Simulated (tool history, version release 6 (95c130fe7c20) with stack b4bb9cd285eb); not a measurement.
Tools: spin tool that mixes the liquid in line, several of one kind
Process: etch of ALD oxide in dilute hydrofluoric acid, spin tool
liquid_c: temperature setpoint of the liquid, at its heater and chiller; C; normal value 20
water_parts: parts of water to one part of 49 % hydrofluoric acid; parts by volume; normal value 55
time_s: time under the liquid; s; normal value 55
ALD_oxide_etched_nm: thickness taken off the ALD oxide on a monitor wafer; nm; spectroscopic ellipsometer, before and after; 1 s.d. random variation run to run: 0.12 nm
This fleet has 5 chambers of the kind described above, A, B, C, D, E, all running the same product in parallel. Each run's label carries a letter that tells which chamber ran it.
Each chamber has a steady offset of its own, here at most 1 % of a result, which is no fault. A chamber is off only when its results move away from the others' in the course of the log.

| run | hour | liquid_c | water_parts | time_s | read-back film thickness of the ALD oxide reference wafer, read on the same gauge (nm) | ALD_oxide_etched_nm |
|---|---|---|---|---|---|---|
| 1A | 3.1 | 20 | 55 | 55 | 89.988 | 17.637 |
| 2E | 7.0 | 20 | 55 | 55 | 89.970 | 17.558 |
| 3D | 10.1 | 20 | 55 | 55 | 89.999 | 17.227 |
| 4C | 12.3 | 20 | 55 | 55 | 90.006 | 17.411 |
| 5B | 16.5 | 20 | 55 | 55 | 90.011 | 17.432 |
| 6A | 20.6 | 20 | 55 | 55 | 89.970 | 17.545 |
| 7D | 24.2 | 20 | 55 | 55 | 89.992 | 17.359 |
| 8C | 28.4 | 20 | 55 | 55 | 89.988 | 17.612 |
| 9B | 32.5 | 17 | 55 | 55 | 90.007 | 15.333 |
| 10E | 36.3 | 17 | 55 | 55 | 89.986 | 15.361 |
| 11E | 40.1 | 17 | 55 | 55 | 90.020 | 15.458 |
| 12B | 42.7 | 17 | 55 | 55 | 89.982 | 15.376 |
| 13C | 46.3 | 17 | 55 | 55 | 90.006 | 15.278 |
| 14A | 50.5 | 20 | 55 | 55 | 90.001 | 17.543 |
| 15D | 52.6 | 20 | 55 | 55 | 90.010 | 17.390 |
| 16E | 54.9 | 20 | 55 | 55 | 90.007 | 17.499 |
| 17D | 57.3 | 20 | 55 | 55 | 89.988 | 17.415 |
| 18C | 59.6 | 20 | 55 | 55 | 90.033 | 17.516 |
| 19B | 63.8 | 20 | 55 | 55 | 90.025 | 17.617 |
| 20A | 65.6 | 20 | 55 | 55 | 89.977 | 17.552 |
| 21B | 68.2 | 20 | 55 | 55 | 90.043 | 17.729 |
| 22C | 70.1 | 20 | 55 | 55 | 89.990 | 17.555 |
| 23A | 72.5 | 20 | 55 | 55 | 90.023 | 17.445 |
| 24E | 76.4 | 20 | 55 | 55 | 89.987 | 17.502 |
| 25D | 78.2 | 20 | 55 | 55 | 90.023 | 17.247 |
| 26C | 80.9 | 20 | 55 | 55 | 89.995 | 17.362 |
| 27A | 83.7 | 20 | 55 | 55 | 90.013 | 17.701 |
| 28B | 87.7 | 20 | 55 | 55 | 89.999 | 17.556 |
| 29D | 89.8 | 20 | 55 | 55 | 90.040 | 17.223 |
| 30E | 91.8 | 20 | 55 | 55 | 89.971 | 17.448 |
| 31D | 96.0 | 20 | 55 | 55 | 90.001 | 17.627 |
| 32B | 98.4 | 20 | 55 | 55 | 89.938 | 17.634 |
| 33C | 100.4 | 20 | 55 | 55 | 90.008 | 17.252 |
| 34E | 102.9 | 20 | 55 | 55 | 89.991 | 17.737 |

Each of the 5 chambers runs these same settings next. Fill in every chamber's results:
| 35A | 106.0 | 20 | 55 | 40 |  | ? |
| 35B | 106.0 | 20 | 55 | 40 |  | ? |
| 35C | 106.0 | 20 | 55 | 40 |  | ? |
| 35D | 106.0 | 20 | 55 | 40 |  | ? |
| 35E | 106.0 | 20 | 55 | 40 |  | ? |

| run | ALD_oxide_etched_nm |
|---|---|
| 35A | 12.756 |
| 35B | 12.646 |
| 35C | 12.751 |
| 35D | 12.442 |
| 35E | 12.556 |
